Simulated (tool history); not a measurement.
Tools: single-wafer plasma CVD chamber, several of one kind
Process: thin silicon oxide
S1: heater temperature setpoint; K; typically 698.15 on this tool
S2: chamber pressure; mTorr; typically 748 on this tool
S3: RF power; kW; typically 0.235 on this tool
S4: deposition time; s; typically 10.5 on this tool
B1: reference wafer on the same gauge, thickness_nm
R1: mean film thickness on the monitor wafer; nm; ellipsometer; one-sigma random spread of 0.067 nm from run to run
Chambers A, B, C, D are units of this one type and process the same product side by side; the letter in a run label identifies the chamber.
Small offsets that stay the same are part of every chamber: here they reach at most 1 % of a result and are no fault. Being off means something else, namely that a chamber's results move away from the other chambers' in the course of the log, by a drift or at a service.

run	day	S1	S2	S3	S4	B1	R1
1A	0.325	698.15	748	0.235	10.5	15.99	15.997
2D	0.588	698.15	748	0.235	10.5	15.974	15.712
3C	0.742	698.15	748	0.235	10.5	15.992	15.869
4B	1.033	698.15	748	0.235	10.5	16.005	15.963
5C	1.325	698.15	687	0.235	10.5	16.003	14.464
6B	1.588	698.15	687	0.235	10.5	16.008	14.599
# day 1.779: chamber B: RF generator calibrated
7A	1.817	698.15	687	0.235	10.5	16.003	14.688
8D	2.117	698.15	687	0.235	10.5	15.978	14.509
9D	2.288	693.15	748	0.235	10.5	16.021	15.952
10A	2.629	693.15	748	0.235	10.5	15.979	16.056
11B	2.942	693.15	748	0.235	10.5	16.004	16.051
12C	3.204	693.15	748	0.235	10.5	16.005	15.939
13C	3.525	698.15	748	0.235	10.5	15.992	15.804
14D	3.783	698.15	748	0.235	10.5	16.008	15.894
15B	3.979	698.15	748	0.235	8.7	16.012	13.322
16A	4.254	698.15	748	0.235	8.7	16.008	13.167
17D	4.488	698.15	748	0.235	8.7	16.008	13.114
18B	4.679	698.15	748	0.235	8.7	16.01	13.198
19A	4.838	698.15	748	0.235	10.5	16.003	15.925
20C	5.083	711.15	748	0.235	10.5	16.008	15.777
21B	5.346	711.15	748	0.235	10.5	15.986	15.981
22C	5.654	711.15	748	0.235	10.5	16.001	15.774
23D	5.812	711.15	748	0.235	10.5	16.003	15.743
24A	6.033	698.15	748	0.235	10.5	16	15.997
# day 6.158: chamber D: capacitance manometer re-zeroed and calibrated
25B	6.212	698.15	748	0.235	10.5	15.996	15.901
26C	6.433	698.15	748	0.235	10.5	16.023	15.987
27A	6.646	698.15	748	0.235	8.8	16.008	13.293
28D	6.958	698.15	748	0.235	8.8	16.013	12.558
29B	7.221	698.15	748	0.235	8.8	15.975	13.359
30C	7.412	698.15	748	0.235	8.8	15.999	13.297
31D	7.671	698.15	748	0.235	10.5	16.006	14.998
32A	7.858	698.15	748	0.235	10.5	15.98	15.982
33B	8.158	698.15	748	0.235	10.5	16.004	15.998
34C	8.321	698.15	748	0.235	10.5	15.991	15.727
35D	8.554	698.15	748	0.235	10.5	16.006	15.017
36A	8.817	698.15	748	0.235	10.5	15.993	16.046
37B	9.138	698.15	748	0.235	10.5	15.999	15.944
38C	9.375	698.15	748	0.235	10.5	15.995	15.875
39D	9.712	698.15	748	0.235	10.5	16.012	15.081
40A	9.9	698.15	748	0.235	10.5	16	15.88
41C	10.204	698.15	748	0.235	10.5	16.001	15.898
42B	10.421	698.15	582	0.235	10.5	15.997	12.186
43D	10.608	698.15	582	0.235	10.5	15.991	11.534

Has any chamber moved away from the others, gradually or after a service, or does the common gauge drift, or do the chambers differ only by their own small steady offsets? State the chamber and the most likely cause if one applies.

A service left chamber D off against the others.
Likeliest cause: true pressure below the setpoint (%) = 5.12.

Below are 4 candidate recipes for chamber D's next run, each the usual settings with a change, their results shown as question marks. Which of them brings D's results back in line with what the other chambers give on the usual settings?
Counts as in line when no further than this from what the other chambers average on the usual settings: R1 0.23 nm
44D-1	10.854	698.15	748	0.205	10.5		?
44D-2	10.854	698.15	737	0.235	10.4		?
44D-3	10.854	698.15	748	0.27	10.5		?
44D-4	10.854	698.15	748	0.25	10.5		?

Usual-settings mean across the other chambers: R1 15.959 nm
run	R1
44D-1	14.056
44D-2	14.632
44D-3	15.97
44D-4	15.437
With 44D-3, the chamber falls back in line with the rest.
